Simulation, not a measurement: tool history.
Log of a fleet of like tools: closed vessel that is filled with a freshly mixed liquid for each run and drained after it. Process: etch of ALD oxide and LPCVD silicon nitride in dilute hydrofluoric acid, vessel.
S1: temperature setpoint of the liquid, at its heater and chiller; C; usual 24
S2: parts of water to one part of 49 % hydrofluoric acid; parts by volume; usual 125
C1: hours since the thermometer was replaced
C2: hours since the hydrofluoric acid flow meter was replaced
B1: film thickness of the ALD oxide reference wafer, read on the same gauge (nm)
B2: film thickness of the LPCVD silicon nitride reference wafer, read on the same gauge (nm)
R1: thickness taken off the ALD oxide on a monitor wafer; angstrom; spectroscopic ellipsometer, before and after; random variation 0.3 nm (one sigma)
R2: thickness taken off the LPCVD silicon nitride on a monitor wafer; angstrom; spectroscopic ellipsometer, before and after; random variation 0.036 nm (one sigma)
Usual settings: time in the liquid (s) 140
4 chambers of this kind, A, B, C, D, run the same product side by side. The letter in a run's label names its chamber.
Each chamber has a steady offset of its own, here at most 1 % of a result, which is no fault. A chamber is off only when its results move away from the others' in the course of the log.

run 1B hour=6.5 | S1=24 S2=125 time_in_the_liquid_(s)=140 | C1=1069.7 C2=906.1 | B1=120.02 B2=49.986 | R1=341.67 R2=4.4747
run 2D hour=13 | S1=24 S2=125 time_in_the_liquid_(s)=140 | C1=506.4 C2=324.2 | B1=120.01 B2=50.001 | R1=343.05 R2=4.7539
run 3A hour=26.1 | S1=24 S2=125 time_in_the_liquid_(s)=140 | C1=773.5 C2=720.4 | B1=119.97 B2=50.002 | R1=345.14 R2=4.9977
run 4C hour=39.1 | S1=24 S2=125 time_in_the_liquid_(s)=140 | C1=2547.2 C2=207.3 | B1=119.99 B2=49.987 | R1=344.51 R2=4.572
run 5C hour=51.1 | S1=24 S2=125 time_in_the_liquid_(s)=140 | C1=2559.2 C2=219.3 | B1=120.01 B2=50.018 | R1=346.17 R2=4.7319
run 6B hour=63.4 | S1=24 S2=125 time_in_the_liquid_(s)=140 | C1=1126.6 C2=963 | B1=119.99 B2=49.986 | R1=349.07 R2=4.4582
run 7A hour=77.4 | S1=24 S2=125 time_in_the_liquid_(s)=140 | C1=824.8 C2=771.7 | B1=120 B2=49.962 | R1=341.34 R2=4.0858
run 8D hour=84.6 | S1=24 S2=125 time_in_the_liquid_(s)=140 | C1=578 C2=395.8 | B1=120.01 B2=50.011 | R1=348.58 R2=5.1156
run 9C hour=96.5 | S1=24 S2=125 time_in_the_liquid_(s)=140 | C1=2604.6 C2=264.7 | B1=120.02 B2=49.991 | R1=346.9 R2=4.597
-- hour=98.6 chamber D: hydrofluoric acid flow meter replaced
run 10A hour=109.7 | S1=24 S2=125 time_in_the_liquid_(s)=140 | C1=857.1 C2=804 | B1=120.02 B2=49.976 | R1=350.56 R2=4.4094
run 11D hour=122.9 | S1=24 S2=125 time_in_the_liquid_(s)=140 | C1=616.3 C2=24.4 | B1=120 B2=49.963 | R1=341.24 R2=5.0563
run 12B hour=132.9 | S1=24 S2=125 time_in_the_liquid_(s)=70 | C1=1196.1 C2=1032.5 | B1=120 B2=50.002 | R1=171.44 R2=2.3024
run 13B hour=145.2 | S1=24 S2=125 time_in_the_liquid_(s)=70 | C1=1208.4 C2=1044.8 | B1=119.96 B2=50.01 | R1=175.41 R2=2.5589
run 14A hour=153.1 | S1=24 S2=125 time_in_the_liquid_(s)=70 | C1=900.5 C2=847.4 | B1=120.02 B2=50.002 | R1=175.27 R2=2.8973
run 15C hour=160.4 | S1=24 S2=125 time_in_the_liquid_(s)=70 | C1=2668.5 C2=328.6 | B1=120.01 B2=50.01 | R1=174.35 R2=2.6589
run 16D hour=167.3 | S1=27.5 S2=125 time_in_the_liquid_(s)=95 | C1=660.7 C2=68.8 | B1=120 B2=50.018 | R1=268.83 R2=4.1087
run 17B hour=174.7 | S1=27.5 S2=125 time_in_the_liquid_(s)=95 | C1=1237.9 C2=1074.3 | B1=119.97 B2=50.032 | R1=271.23 R2=4.646
run 18D hour=186.2 | S1=27.5 S2=125 time_in_the_liquid_(s)=95 | C1=679.6 C2=87.7 | B1=120.01 B2=49.989 | R1=265.22 R2=3.9962
run 19A hour=195.2 | S1=27.5 S2=125 time_in_the_liquid_(s)=95 | C1=942.6 C2=889.5 | B1=120 B2=49.986 | R1=269.62 R2=3.8336
run 20C hour=206.6 | S1=24 S2=125 time_in_the_liquid_(s)=140 | C1=2714.7 C2=374.8 | B1=120 B2=49.999 | R1=348.1 R2=4.6741
run 21B hour=218 | S1=24 S2=125 time_in_the_liquid_(s)=140 | C1=1281.2 C2=1117.6 | B1=119.99 B2=49.961 | R1=337.7 R2=4.9719
run 22A hour=227.2 | S1=24 S2=125 time_in_the_liquid_(s)=140 | C1=974.6 C2=921.5 | B1=119.99 B2=49.981 | R1=352.66 R2=5.263
run 23D hour=239.5 | S1=24 S2=125 time_in_the_liquid_(s)=140 | C1=732.9 C2=141 | B1=119.99 B2=50.003 | R1=344.75 R2=5.0562
run 24C hour=251.6 | S1=24 S2=125 time_in_the_liquid_(s)=140 | C1=2759.7 C2=419.8 | B1=120 B2=50.016 | R1=349.01 R2=4.6414
run 25A hour=258.2 | S1=24 S2=125 time_in_the_liquid_(s)=140 | C1=1005.6 C2=952.5 | B1=119.98 B2=50.019 | R1=350.36 R2=5.232
run 26D hour=271.7 | S1=24 S2=125 time_in_the_liquid_(s)=140 | C1=765.1 C2=173.2 | B1=120.01 B2=49.971 | R1=341.01 R2=5.6748
-- hour=283.8 chamber C: thermometer replaced
run 27B hour=284.7 | S1=24 S2=125 time_in_the_liquid_(s)=140 | C1=1347.9 C2=1184.3 | B1=119.99 B2=49.979 | R1=347.27 R2=5.0659
run 28C hour=298.3 | S1=24 S2=125 time_in_the_liquid_(s)=140 | C1=14.5 C2=466.5 | B1=120 B2=50.006 | R1=343.26 R2=4.3561
run 29A hour=304.6 | S1=24 S2=125 time_in_the_liquid_(s)=140 | C1=1052 C2=998.9 | B1=119.99 B2=50.007 | R1=357.82 R2=4.6338
run 30D hour=316.9 | S1=24 S2=125 time_in_the_liquid_(s)=140 | C1=810.3 C2=218.4 | B1=120.01 B2=50.001 | R1=342.26 R2=4.8877
-- hour=324.9 chamber C: hydrofluoric acid flow meter replaced
run 31B hour=330.6 | S1=24 S2=125 time_in_the_liquid_(s)=140 | C1=1393.8 C2=1230.2 | B1=120 B2=49.993 | R1=344.22 R2=5.2934
run 32C hour=337.9 | S1=24 S2=125 time_in_the_liquid_(s)=140 | C1=54.1 C2=13 | B1=119.98 B2=50.042 | R1=342.68 R2=4.6697

What goes on in this fleet: one chamber off, a drifting gauge, or nothing beyond the chambers' own small offsets? Name the chamber and the cause, if any.

Chamber A drifts away from the others.
Cause: hydrofluoric acid flow above the setpoint (%) = 4.47.

Here are 4 candidates for chamber A's next run, each the usual settings with a change, their results left as question marks. Which one brings its results back in line with what the others give on the usual settings?
In line means no further than this from the other chambers' mean on the usual settings: R1 10 angstrom; R2 1.3 angstrom
run 33A-1 hour=348.3 | S1=23.5 S2=125 time_in_the_liquid_(s)=135 | R1=? R2=?
run 33A-2 hour=348.3 | S1=24.5 S2=120 time_in_the_liquid_(s)=145 | R1=? R2=?
run 33A-3 hour=348.3 | S1=23.5 S2=130 time_in_the_liquid_(s)=135 | R1=? R2=?
run 33A-4 hour=348.3 | S1=24.5 S2=125 time_in_the_liquid_(s)=145 | R1=? R2=?

The other chambers' mean on the usual settings: R1 344.22 angstrom; R2 4.9113 angstrom
run=33A-1 R1=343.27 R2=4.8047
run=33A-2 R1=401.61 R2=5.7353
run=33A-3 R1=328.3 R2=4.6232
run=33A-4 R1=383.37 R2=5.5089
33A-1 brings the chamber back in line.

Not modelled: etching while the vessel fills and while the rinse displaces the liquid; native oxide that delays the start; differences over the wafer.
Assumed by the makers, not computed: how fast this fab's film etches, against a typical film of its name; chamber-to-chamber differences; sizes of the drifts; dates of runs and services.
